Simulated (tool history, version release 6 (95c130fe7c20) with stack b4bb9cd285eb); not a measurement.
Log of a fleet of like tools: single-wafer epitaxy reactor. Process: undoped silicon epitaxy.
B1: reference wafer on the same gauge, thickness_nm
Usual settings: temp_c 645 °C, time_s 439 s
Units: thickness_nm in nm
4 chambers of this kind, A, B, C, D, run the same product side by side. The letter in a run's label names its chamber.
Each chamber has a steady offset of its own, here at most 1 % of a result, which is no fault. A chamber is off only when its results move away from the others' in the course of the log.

{"run": "1B", "day": 0.362, "temp_c": 645, "time_s": 439, "B1": 75.409, "thickness_nm": 66.382}
{"run": "2A", "day": 0.629, "temp_c": 645, "time_s": 439, "B1": 75.377, "thickness_nm": 66.496}
{"run": "3D", "day": 0.946, "temp_c": 645, "time_s": 439, "B1": 75.379, "thickness_nm": 65.791}
{"run": "4C", "day": 1.358, "temp_c": 645, "time_s": 439, "B1": 75.376, "thickness_nm": 66.2}
{"run": "5C", "day": 1.738, "temp_c": 645, "time_s": 439, "B1": 75.363, "thickness_nm": 65.835}
{"run": "6A", "day": 2.112, "temp_c": 645, "time_s": 439, "B1": 75.358, "thickness_nm": 66.306}
{"run": "7D", "day": 2.579, "temp_c": 645, "time_s": 439, "B1": 75.367, "thickness_nm": 65.752}
{"run": "8B", "day": 2.825, "temp_c": 645, "time_s": 439, "B1": 75.351, "thickness_nm": 66.403}
{"run": "9C", "day": 3.288, "temp_c": 645, "time_s": 439, "B1": 75.35, "thickness_nm": 66.054}
{"run": "10D", "day": 3.633, "temp_c": 645, "time_s": 439, "B1": 75.318, "thickness_nm": 65.659}
{"run": "11A", "day": 3.888, "temp_c": 645, "time_s": 504, "B1": 75.335, "thickness_nm": 76.105}
{"run": "12B", "day": 4.275, "temp_c": 645, "time_s": 504, "B1": 75.322, "thickness_nm": 76.22}
{"run": "13A", "day": 4.788, "temp_c": 645, "time_s": 504, "B1": 75.295, "thickness_nm": 76.13}
{"run": "14D", "day": 5.096, "temp_c": 645, "time_s": 504, "B1": 75.297, "thickness_nm": 75.364}
{"run": "15C", "day": 5.45, "temp_c": 631, "time_s": 367, "B1": 75.293, "thickness_nm": 40.102}
{"run": "16B", "day": 5.825, "temp_c": 631, "time_s": 367, "B1": 75.294, "thickness_nm": 40.638}
{"run": "17C", "day": 6.088, "temp_c": 631, "time_s": 367, "B1": 75.268, "thickness_nm": 40.164}
{"run": "18B", "day": 6.508, "temp_c": 631, "time_s": 367, "B1": 75.274, "thickness_nm": 40.608}
{"run": "19D", "day": 6.996, "temp_c": 645, "time_s": 439, "B1": 75.28, "thickness_nm": 65.694}
{"run": "20A", "day": 7.233, "temp_c": 645, "time_s": 439, "B1": 75.266, "thickness_nm": 66.174}
{"run": "21B", "day": 7.496, "temp_c": 645, "time_s": 439, "B1": 75.232, "thickness_nm": 66.439}
{"run": "22D", "day": 7.85, "temp_c": 645, "time_s": 439, "B1": 75.25, "thickness_nm": 65.622}
{"run": "23C", "day": 8.242, "temp_c": 645, "time_s": 439, "B1": 75.241, "thickness_nm": 65.942}
{"run": "24A", "day": 8.508, "temp_c": 645, "time_s": 439, "B1": 75.231, "thickness_nm": 66.215}
{"run": "25A", "day": 8.892, "temp_c": 645, "time_s": 439, "B1": 75.237, "thickness_nm": 66.214}
{"run": "26C", "day": 9.333, "temp_c": 645, "time_s": 439, "B1": 75.235, "thickness_nm": 65.936}
{"run": "27D", "day": 9.738, "temp_c": 639, "time_s": 380, "B1": 75.221, "thickness_nm": 49.901}
{"run": "28B", "day": 10.129, "temp_c": 639, "time_s": 380, "B1": 75.211, "thickness_nm": 50.291}
{"day": 10.625, "done": "chamber A: pyrometer calibrated"}
{"run": "29C", "day": 10.625, "temp_c": 639, "time_s": 380, "B1": 75.184, "thickness_nm": 49.776}
{"run": "30D", "day": 10.888, "temp_c": 639, "time_s": 380, "B1": 75.196, "thickness_nm": 49.835}
{"run": "31A", "day": 11.179, "temp_c": 631, "time_s": 515, "B1": 75.159, "thickness_nm": 56.985}
{"run": "32B", "day": 11.504, "temp_c": 631, "time_s": 515, "B1": 75.179, "thickness_nm": 56.906}
{"run": "33B", "day": 11.854, "temp_c": 631, "time_s": 515, "B1": 75.169, "thickness_nm": 56.78}
{"run": "34D", "day": 12.171, "temp_c": 631, "time_s": 515, "B1": 75.159, "thickness_nm": 56.515}
{"run": "35A", "day": 12.638, "temp_c": 645, "time_s": 439, "B1": 75.154, "thickness_nm": 66.158}
{"run": "36C", "day": 13.038, "temp_c": 645, "time_s": 439, "B1": 75.136, "thickness_nm": 65.722}
{"run": "37D", "day": 13.421, "temp_c": 645, "time_s": 439, "B1": 75.14, "thickness_nm": 65.63}
{"run": "38B", "day": 13.879, "temp_c": 645, "time_s": 439, "B1": 75.135, "thickness_nm": 66.36}
{"run": "39C", "day": 14.317, "temp_c": 653, "time_s": 499, "B1": 75.112, "thickness_nm": 89.241}
{"run": "40A", "day": 14.633, "temp_c": 653, "time_s": 499, "B1": 75.11, "thickness_nm": 89.464}
{"run": "41D", "day": 15.088, "temp_c": 653, "time_s": 499, "B1": 75.114, "thickness_nm": 88.381}
{"run": "42A", "day": 15.483, "temp_c": 653, "time_s": 499, "B1": 75.098, "thickness_nm": 89.624}
{"run": "43B", "day": 15.933, "temp_c": 645, "time_s": 439, "B1": 75.077, "thickness_nm": 66.092}
{"run": "44C", "day": 16.212, "temp_c": 645, "time_s": 439, "B1": 75.084, "thickness_nm": 65.636}

Is one chamber off against the others, does the gauge drift, or is nothing wrong? If a chamber is off, say which, and what the likeliest cause is.

The gauge drifts, so all chambers seem to drift together. No chamber is off.
Cause: gauge reads low (%) = 0.432.
